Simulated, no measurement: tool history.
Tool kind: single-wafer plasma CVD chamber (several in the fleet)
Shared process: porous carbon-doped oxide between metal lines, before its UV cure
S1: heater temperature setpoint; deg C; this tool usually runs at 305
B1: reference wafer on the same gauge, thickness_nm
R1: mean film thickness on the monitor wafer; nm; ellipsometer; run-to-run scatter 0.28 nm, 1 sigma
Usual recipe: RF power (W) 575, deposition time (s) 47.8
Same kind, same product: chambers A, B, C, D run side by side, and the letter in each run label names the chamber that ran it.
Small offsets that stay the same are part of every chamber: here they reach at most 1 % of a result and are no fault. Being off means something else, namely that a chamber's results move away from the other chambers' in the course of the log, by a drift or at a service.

{"run": "1C", "day": 0.275, "S1": 305, "RF power (W)": 575, "deposition time (s)": 47.8, "B1": 247.04, "R1": 270.83}
{"run": "2D", "day": 0.521, "S1": 305, "RF power (W)": 575, "deposition time (s)": 47.8, "B1": 247.06, "R1": 273.09}
{"run": "3A", "day": 0.896, "S1": 305, "RF power (W)": 575, "deposition time (s)": 47.8, "B1": 247.09, "R1": 270.58}
{"run": "4B", "day": 1.162, "S1": 305, "RF power (W)": 575, "deposition time (s)": 47.8, "B1": 247.03, "R1": 273.87}
{"day": 1.55, "done": "chamber B: thermocouple changed; heater temperature recalibrated"}
{"run": "5B", "day": 1.554, "S1": 305, "RF power (W)": 575, "deposition time (s)": 47.8, "B1": 247.11, "R1": 273.99}
{"run": "6D", "day": 1.825, "S1": 305, "RF power (W)": 575, "deposition time (s)": 47.8, "B1": 247.18, "R1": 273.15}
{"run": "7C", "day": 2.142, "S1": 305, "RF power (W)": 575, "deposition time (s)": 47.8, "B1": 247.24, "R1": 270.51}
{"run": "8A", "day": 2.517, "S1": 305, "RF power (W)": 575, "deposition time (s)": 47.8, "B1": 247.23, "R1": 271.14}
{"run": "9B", "day": 2.738, "S1": 305, "RF power (W)": 575, "deposition time (s)": 47.8, "B1": 247.17, "R1": 274.81}
{"run": "10C", "day": 2.942, "S1": 311, "RF power (W)": 575, "deposition time (s)": 47.8, "B1": 247.31, "R1": 262.2}
{"run": "11D", "day": 3.196, "S1": 311, "RF power (W)": 575, "deposition time (s)": 47.8, "B1": 247.3, "R1": 264.83}
{"run": "12A", "day": 3.625, "S1": 311, "RF power (W)": 575, "deposition time (s)": 47.8, "B1": 247.41, "R1": 262.31}
{"run": "13B", "day": 3.829, "S1": 311, "RF power (W)": 575, "deposition time (s)": 47.8, "B1": 247.35, "R1": 265.34}
{"run": "14A", "day": 4.167, "S1": 305, "RF power (W)": 575, "deposition time (s)": 47.8, "B1": 247.4, "R1": 270.64}
{"run": "15C", "day": 4.4, "S1": 312, "RF power (W)": 575, "deposition time (s)": 56.5, "B1": 247.38, "R1": 306.88}
{"run": "16D", "day": 4.692, "S1": 312, "RF power (W)": 575, "deposition time (s)": 56.5, "B1": 247.43, "R1": 310.31}
{"run": "17B", "day": 4.958, "S1": 312, "RF power (W)": 575, "deposition time (s)": 56.5, "B1": 247.43, "R1": 311.0}
{"run": "18A", "day": 5.292, "S1": 312, "RF power (W)": 575, "deposition time (s)": 56.5, "B1": 247.45, "R1": 307.31}
{"run": "19C", "day": 5.662, "S1": 313, "RF power (W)": 680, "deposition time (s)": 47.8, "B1": 247.46, "R1": 289.94}
{"run": "20D", "day": 6.033, "S1": 313, "RF power (W)": 680, "deposition time (s)": 47.8, "B1": 247.53, "R1": 291.54}
{"run": "21A", "day": 6.254, "S1": 313, "RF power (W)": 680, "deposition time (s)": 47.8, "B1": 247.58, "R1": 289.54}
{"run": "22B", "day": 6.579, "S1": 313, "RF power (W)": 680, "deposition time (s)": 47.8, "B1": 247.64, "R1": 293.1}
{"run": "23D", "day": 6.996, "S1": 305, "RF power (W)": 575, "deposition time (s)": 47.8, "B1": 247.52, "R1": 273.26}
{"run": "24C", "day": 7.329, "S1": 305, "RF power (W)": 575, "deposition time (s)": 47.8, "B1": 247.64, "R1": 270.87}
{"run": "25D", "day": 7.575, "S1": 305, "RF power (W)": 575, "deposition time (s)": 47.8, "B1": 247.69, "R1": 273.42}
{"run": "26A", "day": 7.908, "S1": 305, "RF power (W)": 575, "deposition time (s)": 47.8, "B1": 247.74, "R1": 271.61}
{"run": "27B", "day": 8.271, "S1": 305, "RF power (W)": 575, "deposition time (s)": 47.8, "B1": 247.69, "R1": 274.81}
{"run": "28C", "day": 8.596, "S1": 305, "RF power (W)": 635, "deposition time (s)": 47.8, "B1": 247.72, "R1": 289.68}
{"run": "29A", "day": 8.792, "S1": 305, "RF power (W)": 635, "deposition time (s)": 47.8, "B1": 247.79, "R1": 289.31}
{"run": "30B", "day": 8.992, "S1": 305, "RF power (W)": 635, "deposition time (s)": 47.8, "B1": 247.77, "R1": 293.29}
{"run": "31C", "day": 9.362, "S1": 305, "RF power (W)": 635, "deposition time (s)": 47.8, "B1": 247.88, "R1": 289.74}
{"run": "32D", "day": 9.783, "S1": 305, "RF power (W)": 575, "deposition time (s)": 47.8, "B1": 247.83, "R1": 274.34}
{"run": "33C", "day": 10.138, "S1": 305, "RF power (W)": 575, "deposition time (s)": 47.8, "B1": 247.89, "R1": 271.59}
{"run": "34B", "day": 10.358, "S1": 305, "RF power (W)": 575, "deposition time (s)": 47.8, "B1": 247.96, "R1": 275.03}
{"run": "35A", "day": 10.646, "S1": 305, "RF power (W)": 575, "deposition time (s)": 47.8, "B1": 247.93, "R1": 271.4}
{"run": "36D", "day": 10.875, "S1": 305, "RF power (W)": 575, "deposition time (s)": 47.8, "B1": 248.01, "R1": 273.87}
{"run": "37C", "day": 11.104, "S1": 305, "RF power (W)": 575, "deposition time (s)": 47.8, "B1": 248.02, "R1": 271.34}
{"run": "38B", "day": 11.392, "S1": 305, "RF power (W)": 575, "deposition time (s)": 47.8, "B1": 248.03, "R1": 274.68}

Which is it: a chamber that has drifted or been left off by a service, a gauge drift common to all chambers, or only each chamber's usual small offset? If a chamber is off, name it and its likeliest cause.

It is the gauge, not a chamber: its drift shows up in every chamber's results at once, and no chamber is off.
Most likely cause: gauge reads high (%) = 0.418.

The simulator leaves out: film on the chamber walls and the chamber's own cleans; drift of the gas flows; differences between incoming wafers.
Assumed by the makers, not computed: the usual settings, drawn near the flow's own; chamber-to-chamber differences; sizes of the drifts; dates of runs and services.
